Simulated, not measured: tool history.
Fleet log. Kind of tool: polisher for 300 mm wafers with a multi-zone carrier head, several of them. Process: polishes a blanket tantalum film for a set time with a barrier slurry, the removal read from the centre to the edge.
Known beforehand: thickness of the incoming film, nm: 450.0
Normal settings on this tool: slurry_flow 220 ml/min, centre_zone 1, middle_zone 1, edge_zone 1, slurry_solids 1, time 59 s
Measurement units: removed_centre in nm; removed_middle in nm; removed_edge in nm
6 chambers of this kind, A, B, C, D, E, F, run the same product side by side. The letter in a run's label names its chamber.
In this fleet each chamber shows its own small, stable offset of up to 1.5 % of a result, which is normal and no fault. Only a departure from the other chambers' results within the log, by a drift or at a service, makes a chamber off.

run,hour,slurry_flow,centre_zone,middle_zone,edge_zone,slurry_solids,time,removed_centre,removed_middle,removed_edge
# hour 1.1: chamber C: edge zone pressure recalibrated
# hour 2.6: chamber F: worn pad replaced by a new one
1B,9.2,220,1,1,1,1,59,104.17,106.39,106.11
# hour 16.4: chamber B: worn pad replaced by a new one
2E,18.7,220,1,1,1,1,59,106.58,107.71,105.85
# hour 20.4: chamber E: worn pad replaced by a new one
3C,28.5,220,1,1,1,1,59,106.99,106.87,110.13
# hour 29.2: chamber C: worn pad replaced by a new one
# hour 30.5: chamber D: worn pad replaced by a new one
# hour 31.5: chamber A: worn pad replaced by a new one
4A,34,220,1,1,1,1,59,105.77,109.97,107.6
5F,42,220,1,1,1,1,59,106.7,108.32,108.24
6D,51.4,220,1,1.11,1,1,59,107.15,120.46,109.66
# hour 56.6: chamber F: worn pad replaced by a new one
# hour 58.7: chamber F: slurry nozzle cleaned
7B,60.1,220,1,1.11,1,1,59,106.46,119.1,104.53
# hour 67.3: chamber C: slurry nozzle cleaned
8A,68.4,220,1,1.11,1,1,59,105.64,119.39,108.02
# hour 72: chamber B: worn pad replaced by a new one
9D,76.2,220,1,1.11,1,1,59,108.9,119.71,108.1
# hour 79: chamber B: edge zone pressure recalibrated
10E,80.9,220,1,1.11,1,1,59,110.99,119.28,107.7
# hour 81.6: chamber D: worn pad replaced by a new one
# hour 87.7: chamber E: worn pad replaced by a new one
11F,89.2,220,1,1.11,1,1,59,107.46,118.64,107.79
# hour 89.7: chamber A: worn pad replaced by a new one
# hour 91.7: chamber C: worn pad replaced by a new one
12C,94.8,220,1,1,1,1,59,106.84,108.48,106.66
13F,100.9,220,1,1,1,0.85,59,101.45,101.8,102.61
14C,107.2,220,1,1,1,0.85,59,102.04,102.63,103.23
# hour 113.4: chamber F: worn pad replaced by a new one
15E,114.9,220,1,1,1,0.85,59,103.43,103.56,100.3
16D,119.3,220,1,1,1,0.85,59,103.09,104.31,105.15
17A,127.9,220,1,1,1,0.85,59,100.93,102.87,100.47
# hour 133.8: chamber B: worn pad replaced by a new one
18B,134.9,220,1,1,1,0.85,59,101.76,102.8,103.18
# hour 136.3: chamber A: worn pad replaced by a new one
# hour 141: chamber D: worn pad replaced by a new one
19A,141.6,220,1,1,1,1,59,107.27,108.97,106.55
20D,149.4,220,1,0.95,1.1,1,59,106.14,103.37,114.39
21E,156,220,1,0.95,1.1,1,59,107.95,103.4,111.66
# hour 156.1: chamber E: worn pad replaced by a new one
22C,162.5,220,1,0.95,1.1,1,59,108.44,103.03,112.24
# hour 167.1: chamber C: worn pad replaced by a new one
# hour 168.6: chamber F: worn pad replaced by a new one
23F,172.1,220,1,0.95,1.1,1,59,108.83,101.61,114.2
24B,181.8,220,1,0.95,1.1,1,59,105.31,101.95,111.43
25A,188.4,220,1,0.95,1.1,1,59,103.3,101.72,111.27
# hour 190.5: chamber B: worn pad replaced by a new one
26B,193.8,220,1,1,1,1,59,106.99,108.77,105.81
# hour 194.2: chamber F: edge zone pressure recalibrated
# hour 196.6: chamber A: centre zone pressure recalibrated
# hour 196.8: chamber A: edge zone pressure recalibrated
# hour 197.5: chamber A: worn pad replaced by a new one
27E,202.5,220,1,1,1,1,59,109.3,108.35,107.74
# hour 203.3: chamber E: centre zone pressure recalibrated
# hour 203.5: chamber D: worn pad replaced by a new one
28C,209.2,220,1,1,1,1,59,108.34,106.87,108.75
29F,214.9,220,1,1,1,1,59,108.19,106.69,108.84
# hour 219: chamber D: slurry nozzle cleaned
30D,219.7,220,1,1,1,1,59,106.6,108.9,109.43
31B,225.8,220,1,1,1,1,59,109.79,107.41,105.9
# hour 228.1: chamber E: worn pad replaced by a new one
# hour 228.5: chamber F: worn pad replaced by a new one
32F,232.2,220,1,1,1,1,59,109.41,108.3,106.23
33C,241.1,220,1,1,1,1,59,107.9,108.65,108.45
34D,246.5,220,1,1,1,1,59,105.74,108.54,108.76
35E,252.5,220,0.94,1,1,1,73,127.22,135.7,133.9
# hour 253.1: chamber A: worn pad replaced by a new one
36A,260.1,220,0.94,1,1,1,73,114.91,126.4,128.11
37A,266.3,220,0.94,1,1,1,73,114.25,126,124.81

Has any chamber moved away from the others, gradually or after a service, or does the common gauge drift, or do the chambers differ only by their own small steady offsets? State the chamber and the most likely cause if one applies.

Chamber A drifts away from the others.
Most likely cause: slurry flow missing at the pad, % = 35.5.

Here are 4 candidates for chamber A's next run, each the usual settings with a change, their results left as question marks. Which one brings its results back in line with what the others give on the usual settings?
To be in line, a result may differ from the other chambers' mean on the usual settings by at most: removed_centre 5 nm; removed_middle 2.4 nm; removed_edge 3.4 nm
38A-1,273.3,210,0.96,1.01,1.01,1,53,?,?,?
38A-2,273.3,225,1.02,1,0.99,1,62,?,?,?
38A-3,273.3,215,0.98,1.01,1,1,56,?,?,?
38A-4,273.3,230,1.05,0.99,0.99,1,66,?,?,?

On the usual settings, the other chambers give on average: removed_centre 107.38 nm; removed_middle 107.6 nm; removed_edge 107.4 nm
run,removed_centre,removed_middle,removed_edge
38A-1,83.677,91.64,91.052
38A-2,106.29,107.73,106.5
38A-3,90.945,97.303,96.047
38A-4,117.34,114.11,113.75
The right change is 38A-2: it brings the chamber back within the allowed miss of the others.
